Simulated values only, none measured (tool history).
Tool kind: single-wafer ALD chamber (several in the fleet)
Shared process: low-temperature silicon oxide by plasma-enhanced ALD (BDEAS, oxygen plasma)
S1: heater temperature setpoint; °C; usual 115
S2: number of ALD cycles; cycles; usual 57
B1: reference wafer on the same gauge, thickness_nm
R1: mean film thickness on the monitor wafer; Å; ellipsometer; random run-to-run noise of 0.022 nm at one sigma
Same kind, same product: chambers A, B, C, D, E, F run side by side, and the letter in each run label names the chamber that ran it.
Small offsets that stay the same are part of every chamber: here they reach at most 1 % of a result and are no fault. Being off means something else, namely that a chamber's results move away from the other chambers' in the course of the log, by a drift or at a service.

{"run": "1B", "day": 0.15, "S1": 115, "S2": 57, "B1": 6.8684, "R1": 79.267}
{"day": 0.196, "done": "chamber E: thermocouple changed; heater temperature recalibrated"}
{"run": "2C", "day": 0.342, "S1": 115, "S2": 57, "B1": 6.8707, "R1": 79.063}
{"run": "3A", "day": 0.517, "S1": 115, "S2": 57, "B1": 6.8691, "R1": 80.037}
{"run": "4F", "day": 0.654, "S1": 115, "S2": 57, "B1": 6.8683, "R1": 79.102}
{"run": "5E", "day": 0.792, "S1": 115, "S2": 57, "B1": 6.8721, "R1": 78.51}
{"run": "6D", "day": 0.917, "S1": 115, "S2": 57, "B1": 6.8686, "R1": 79.122}
{"run": "7B", "day": 1.167, "S1": 115, "S2": 57, "B1": 6.8687, "R1": 79.526}
{"run": "8A", "day": 1.321, "S1": 115, "S2": 57, "B1": 6.8713, "R1": 80.01}
{"run": "9D", "day": 1.579, "S1": 101, "S2": 63, "B1": 6.8705, "R1": 89.5}
{"run": "10E", "day": 1.721, "S1": 101, "S2": 63, "B1": 6.8705, "R1": 89.233}
{"run": "11C", "day": 1.842, "S1": 101, "S2": 63, "B1": 6.8689, "R1": 89.326}
{"run": "12F", "day": 2.033, "S1": 101, "S2": 63, "B1": 6.8719, "R1": 89.906}
{"run": "13E", "day": 2.158, "S1": 101, "S2": 63, "B1": 6.873, "R1": 89.141}
{"run": "14B", "day": 2.392, "S1": 101, "S2": 63, "B1": 6.8651, "R1": 89.951}
{"run": "15D", "day": 2.612, "S1": 115, "S2": 57, "B1": 6.8725, "R1": 79.054}
{"run": "16C", "day": 2.775, "S1": 115, "S2": 57, "B1": 6.8638, "R1": 79.08}
{"run": "17A", "day": 2.983, "S1": 115, "S2": 57, "B1": 6.869, "R1": 80.017}
{"run": "18F", "day": 3.104, "S1": 115, "S2": 57, "B1": 6.8666, "R1": 79.318}
{"run": "19F", "day": 3.258, "S1": 115, "S2": 57, "B1": 6.8697, "R1": 79.455}
{"run": "20C", "day": 3.396, "S1": 115, "S2": 57, "B1": 6.8676, "R1": 78.874}
{"run": "21D", "day": 3.638, "S1": 115, "S2": 57, "B1": 6.8699, "R1": 79.081}
{"run": "22B", "day": 3.796, "S1": 115, "S2": 57, "B1": 6.8722, "R1": 79.245}
{"run": "23A", "day": 4.021, "S1": 115, "S2": 57, "B1": 6.8682, "R1": 79.663}
{"run": "24E", "day": 4.133, "S1": 115, "S2": 57, "B1": 6.8674, "R1": 78.982}
{"run": "25E", "day": 4.321, "S1": 115, "S2": 57, "B1": 6.8757, "R1": 78.793}
{"run": "26A", "day": 4.554, "S1": 115, "S2": 66, "B1": 6.874, "R1": 92.845}
{"run": "27D", "day": 4.704, "S1": 115, "S2": 66, "B1": 6.8731, "R1": 91.633}
{"run": "28F", "day": 4.917, "S1": 115, "S2": 66, "B1": 6.8696, "R1": 91.501}
{"run": "29C", "day": 5.162, "S1": 115, "S2": 66, "B1": 6.8663, "R1": 91.252}
{"run": "30B", "day": 5.292, "S1": 115, "S2": 66, "B1": 6.8629, "R1": 91.96}
{"run": "31A", "day": 5.508, "S1": 115, "S2": 66, "B1": 6.8657, "R1": 92.738}
{"run": "32D", "day": 5.717, "S1": 115, "S2": 57, "B1": 6.8699, "R1": 79.192}
{"run": "33C", "day": 5.912, "S1": 115, "S2": 57, "B1": 6.8614, "R1": 79.055}
{"run": "34E", "day": 6.092, "S1": 115, "S2": 57, "B1": 6.8747, "R1": 78.778}
{"run": "35F", "day": 6.204, "S1": 124, "S2": 57, "B1": 6.869, "R1": 77.734}
{"run": "36B", "day": 6.396, "S1": 124, "S2": 57, "B1": 6.8667, "R1": 77.884}
{"run": "37E", "day": 6.638, "S1": 124, "S2": 57, "B1": 6.8749, "R1": 77.354}
{"run": "38C", "day": 6.862, "S1": 124, "S2": 57, "B1": 6.8691, "R1": 77.651}
{"run": "39A", "day": 7.012, "S1": 124, "S2": 57, "B1": 6.8704, "R1": 78.673}
{"run": "40F", "day": 7.267, "S1": 124, "S2": 57, "B1": 6.8684, "R1": 78.042}
{"run": "41B", "day": 7.45, "S1": 115, "S2": 57, "B1": 6.8685, "R1": 78.942}
{"run": "42D", "day": 7.7, "S1": 119, "S2": 57, "B1": 6.8689, "R1": 78.484}
{"run": "43B", "day": 7.867, "S1": 119, "S2": 57, "B1": 6.8709, "R1": 78.668}

All chambers now run identical settings, listed one chamber a line with results as question marks. What results will each chamber show?
{"run": "44A", "day": 8.054, "S1": 115, "S2": 65, "R1": "?"}
{"run": "44B", "day": 8.054, "S1": 115, "S2": 65, "R1": "?"}
{"run": "44C", "day": 8.054, "S1": 115, "S2": 65, "R1": "?"}
{"run": "44D", "day": 8.054, "S1": 115, "S2": 65, "R1": "?"}
{"run": "44E", "day": 8.054, "S1": 115, "S2": 65, "R1": "?"}
{"run": "44F", "day": 8.054, "S1": 115, "S2": 65, "R1": "?"}

run=44A R1=90.995
run=44B R1=90.302
run=44C R1=90.467
run=44D R1=89.538
run=44E R1=90.109
run=44F R1=90.405
